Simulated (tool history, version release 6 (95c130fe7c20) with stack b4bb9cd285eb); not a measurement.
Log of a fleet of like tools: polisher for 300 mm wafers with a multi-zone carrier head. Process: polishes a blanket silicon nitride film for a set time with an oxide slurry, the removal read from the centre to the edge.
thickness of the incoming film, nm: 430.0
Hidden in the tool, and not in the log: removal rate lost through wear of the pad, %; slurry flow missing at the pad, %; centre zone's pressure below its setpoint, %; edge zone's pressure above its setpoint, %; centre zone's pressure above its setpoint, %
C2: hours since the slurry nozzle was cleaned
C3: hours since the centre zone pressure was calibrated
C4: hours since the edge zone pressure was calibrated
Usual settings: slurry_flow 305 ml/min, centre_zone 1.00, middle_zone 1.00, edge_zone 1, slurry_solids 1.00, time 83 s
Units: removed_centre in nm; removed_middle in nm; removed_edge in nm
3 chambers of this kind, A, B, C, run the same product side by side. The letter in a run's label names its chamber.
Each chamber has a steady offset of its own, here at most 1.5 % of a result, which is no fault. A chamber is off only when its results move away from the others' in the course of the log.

Run 1B, hour 6.1: usual settings; wafers polished on this pad 564; C2 297.7; C3 309.7; C4 487.0. Result: removed_centre 57.575 nm, removed_middle 58.414 nm, removed_edge 59.378 nm.
Run 2A, hour 10.2: usual settings; wafers polished on this pad 839; C2 444.9; C3 479.2; C4 1045.8. Result: removed_centre 58.629 nm, removed_middle 58.094 nm, removed_edge 58.171 nm.
Run 3C, hour 14.6: usual settings; wafers polished on this pad 952; C2 155.1; C3 141.9; C4 1027.1. Result: removed_centre 58.467 nm, removed_middle 57.454 nm, removed_edge 59.064 nm.
Run 4C, hour 17.7: usual settings; wafers polished on this pad 971; C2 158.2; C3 145.0; C4 1030.2. Result: removed_centre 59.331 nm, removed_middle 58.176 nm, removed_edge 57.800 nm.
Run 5A, hour 22.0: usual settings; wafers polished on this pad 910; C2 456.7; C3 491.0; C4 1057.6. Result: removed_centre 58.798 nm, removed_middle 58.667 nm, removed_edge 58.407 nm.
Run 6B, hour 25.8: usual settings; wafers polished on this pad 682; C2 317.4; C3 329.4; C4 506.7. Result: removed_centre 58.117 nm, removed_middle 58.714 nm, removed_edge 57.628 nm.
At hour 26.8: chamber A: slurry nozzle cleaned.
Run 7B, hour 31.4: usual settings but centre_zone 0.93; wafers polished on this pad 715; C2 323.0; C3 335.0; C4 512.3. Result: removed_centre 52.229 nm, removed_middle 58.593 nm, removed_edge 57.233 nm.
Run 8A, hour 34.3: usual settings but centre_zone 0.93; wafers polished on this pad 984; C2 7.5; C3 503.3; C4 1069.9. Result: removed_centre 53.784 nm, removed_middle 58.067 nm, removed_edge 58.659 nm.
Run 9C, hour 40.8: usual settings but centre_zone 0.93; wafers polished on this pad 1109; C2 181.3; C3 168.1; C4 1053.3. Result: removed_centre 54.170 nm, removed_middle 57.870 nm, removed_edge 58.014 nm.
Run 10B, hour 44.1: usual settings; wafers polished on this pad 791; C2 335.7; C3 347.7; C4 525.0. Result: removed_centre 57.984 nm, removed_middle 58.379 nm, removed_edge 58.433 nm.
At hour 50.0: chamber A: worn pad replaced by a new one.
Run 11C, hour 50.3: usual settings; wafers polished on this pad 1166; C2 190.8; C3 177.6; C4 1062.8. Result: removed_centre 58.869 nm, removed_middle 57.749 nm, removed_edge 57.345 nm.
Run 12A, hour 54.5: usual settings but slurry_flow 220 ml/min, centre_zone 0.92; wafers polished on this pad 27; C2 27.7; C3 523.5; C4 1090.1. Result: removed_centre 51.562 nm, removed_middle 56.390 nm, removed_edge 57.026 nm.
Run 13B, hour 60.3: usual settings but slurry_flow 220 ml/min, centre_zone 0.92; wafers polished on this pad 889; C2 351.9; C3 363.9; C4 541.2. Result: removed_centre 49.856 nm, removed_middle 56.141 nm, removed_edge 57.286 nm.
Run 14C, hour 64.3: usual settings but slurry_flow 220 ml/min, centre_zone 0.92; wafers polished on this pad 1250; C2 204.8; C3 191.6; C4 1076.8. Result: removed_centre 50.178 nm, removed_middle 55.741 nm, removed_edge 56.920 nm.
Run 15A, hour 67.1: usual settings; wafers polished on this pad 103; C2 40.3; C3 536.1; C4 1102.7. Result: removed_centre 59.524 nm, removed_middle 58.810 nm, removed_edge 59.846 nm.
Run 16A, hour 72.4: usual settings; wafers polished on this pad 134; C2 45.6; C3 541.4; C4 1108.0. Result: removed_centre 58.464 nm, removed_middle 58.954 nm, removed_edge 58.576 nm.
Run 17B, hour 75.6: usual settings but slurry_solids 0.90, time 108 s; wafers polished on this pad 980; C2 367.2; C3 379.2; C4 556.5. Result: removed_centre 71.463 nm, removed_middle 71.780 nm, removed_edge 73.452 nm.
Run 18C, hour 81.7: usual settings but slurry_solids 0.90, time 108 s; wafers polished on this pad 1355; C2 222.2; C3 209.0; C4 1094.2. Result: removed_centre 72.572 nm, removed_middle 71.910 nm, removed_edge 72.892 nm.
Run 19A, hour 85.6: usual settings but slurry_solids 0.90, time 108 s; wafers polished on this pad 213; C2 58.8; C3 554.6; C4 1121.2. Result: removed_centre 72.573 nm, removed_middle 72.291 nm, removed_edge 72.254 nm.
At hour 86.9: chamber A: edge zone pressure recalibrated.
Run 20C, hour 89.2: usual settings; wafers polished on this pad 1400; C2 229.7; C3 216.5; C4 1101.7. Result: removed_centre 58.976 nm, removed_middle 56.743 nm, removed_edge 59.245 nm.
Run 21B, hour 92.0: usual settings; wafers polished on this pad 1079; C2 383.6; C3 395.6; C4 572.9. Result: removed_centre 57.668 nm, removed_middle 58.341 nm, removed_edge 57.965 nm.
At hour 94.1: chamber C: slurry nozzle cleaned.
Run 22A, hour 96.7: usual settings but middle_zone 1.05, slurry_solids 0.85; wafers polished on this pad 280; C2 69.9; C3 565.7; C4 9.9. Result: removed_centre 55.066 nm, removed_middle 57.088 nm, removed_edge 54.087 nm.
At hour 99.2: chamber C: worn pad replaced by a new one.
At hour 99.6: chamber C: edge zone pressure recalibrated.
Run 23B, hour 100.2: usual settings but middle_zone 1.05, slurry_solids 0.85; wafers polished on this pad 1128; C2 391.8; C3 403.8; C4 581.1. Result: removed_centre 54.158 nm, removed_middle 56.197 nm, removed_edge 54.225 nm.
At hour 103.1: chamber B: centre zone pressure recalibrated.
Run 24C, hour 104.1: usual settings but middle_zone 1.05, slurry_solids 0.85; wafers polished on this pad 29; C2 10.0; C3 231.4; C4 4.5. Result: removed_centre 54.300 nm, removed_middle 55.855 nm, removed_edge 53.938 nm.
Run 25B, hour 108.0: usual settings but slurry_flow 250 ml/min; wafers polished on this pad 1174; C2 399.6; C3 4.9; C4 588.9. Result: removed_centre 56.339 nm, removed_middle 57.926 nm, removed_edge 57.048 nm.
Run 26A, hour 111.0: usual settings but slurry_flow 250 ml/min; wafers polished on this pad 366; C2 84.2; C3 580.0; C4 24.2. Result: removed_centre 56.362 nm, removed_middle 55.665 nm, removed_edge 57.464 nm.
Run 27C, hour 114.2: usual settings but slurry_flow 250 ml/min; wafers polished on this pad 90; C2 20.1; C3 241.5; C4 14.6. Result: removed_centre 57.072 nm, removed_middle 57.543 nm, removed_edge 57.699 nm.
Run 28B, hour 120.0: usual settings; wafers polished on this pad 1246; C2 411.6; C3 16.9; C4 600.9. Result: removed_centre 56.702 nm, removed_middle 59.730 nm, removed_edge 57.469 nm.
Run 29A, hour 125.6: usual settings but slurry_flow 340 ml/min, centre_zone 0.91; wafers polished on this pad 453; C2 98.8; C3 594.6; C4 38.8. Result: removed_centre 53.650 nm, removed_middle 58.473 nm, removed_edge 58.662 nm.
Run 30C, hour 128.6: usual settings but slurry_flow 340 ml/min, centre_zone 0.91; wafers polished on this pad 176; C2 34.5; C3 255.9; C4 29.0. Result: removed_centre 54.044 nm, removed_middle 58.611 nm, removed_edge 59.099 nm.
Run 31A, hour 132.3: usual settings but slurry_flow 340 ml/min, centre_zone 0.91; wafers polished on this pad 493; C2 105.5; C3 601.3; C4 45.5. Result: removed_centre 54.107 nm, removed_middle 58.637 nm, removed_edge 59.297 nm.
Run 32C, hour 136.3: usual settings; wafers polished on this pad 222; C2 42.2; C3 263.6; C4 36.7. Result: removed_centre 58.474 nm, removed_middle 58.188 nm, removed_edge 58.002 nm.
Run 33B, hour 142.3: usual settings; wafers polished on this pad 1380; C2 433.9; C3 39.2; C4 623.2. Result: removed_centre 58.353 nm, removed_middle 56.967 nm, removed_edge 57.713 nm.
At hour 144.5: chamber A: centre zone pressure recalibrated.
Run 34A, hour 147.6: usual settings; wafers polished on this pad 585; C2 120.8; C3 3.1; C4 60.8. Result: removed_centre 60.064 nm, removed_middle 57.855 nm, removed_edge 57.895 nm.
Run 35C, hour 152.9: usual settings; wafers polished on this pad 322; C2 58.8; C3 280.2; C4 53.3. Result: removed_centre 58.174 nm, removed_middle 58.635 nm, removed_edge 56.999 nm.
At hour 153.7: chamber B: worn pad replaced by a new one.
Run 36B, hour 155.9: usual settings; wafers polished on this pad 13; C2 447.5; C3 52.8; C4 636.8. Result: removed_centre 57.808 nm, removed_middle 58.281 nm, removed_edge 58.345 nm.
Run 37A, hour 159.9: usual settings; wafers polished on this pad 659; C2 133.1; C3 15.4; C4 73.1. Result: removed_centre 59.659 nm, removed_middle 58.585 nm, removed_edge 57.836 nm.
Run 38C, hour 165.7: usual settings but time 74 s; wafers polished on this pad 398; C2 71.6; C3 293.0; C4 66.1. Result: removed_centre 51.547 nm, removed_middle 52.036 nm, removed_edge 52.851 nm.
Run 39B, hour 169.6: usual settings but time 74 s; wafers polished on this pad 95; C2 461.2; C3 66.5; C4 650.5. Result: removed_centre 51.437 nm, removed_middle 51.829 nm, removed_edge 52.375 nm.
Run 40C, hour 173.3: usual settings but time 74 s; wafers polished on this pad 444; C2 79.2; C3 300.6; C4 73.7. Result: removed_centre 52.691 nm, removed_middle 51.480 nm, removed_edge 52.624 nm.
Run 41A, hour 177.9: usual settings but middle_zone 1.07; wafers polished on this pad 767; C2 151.1; C3 33.4; C4 91.1. Result: removed_centre 58.912 nm, removed_middle 61.355 nm, removed_edge 58.319 nm.

Is one chamber off against the others, does the gauge drift, or is nothing wrong? If a chamber is off, say which, and what the likeliest cause is.

No chamber stands off beyond its own small offset, and the gauge holds steady.

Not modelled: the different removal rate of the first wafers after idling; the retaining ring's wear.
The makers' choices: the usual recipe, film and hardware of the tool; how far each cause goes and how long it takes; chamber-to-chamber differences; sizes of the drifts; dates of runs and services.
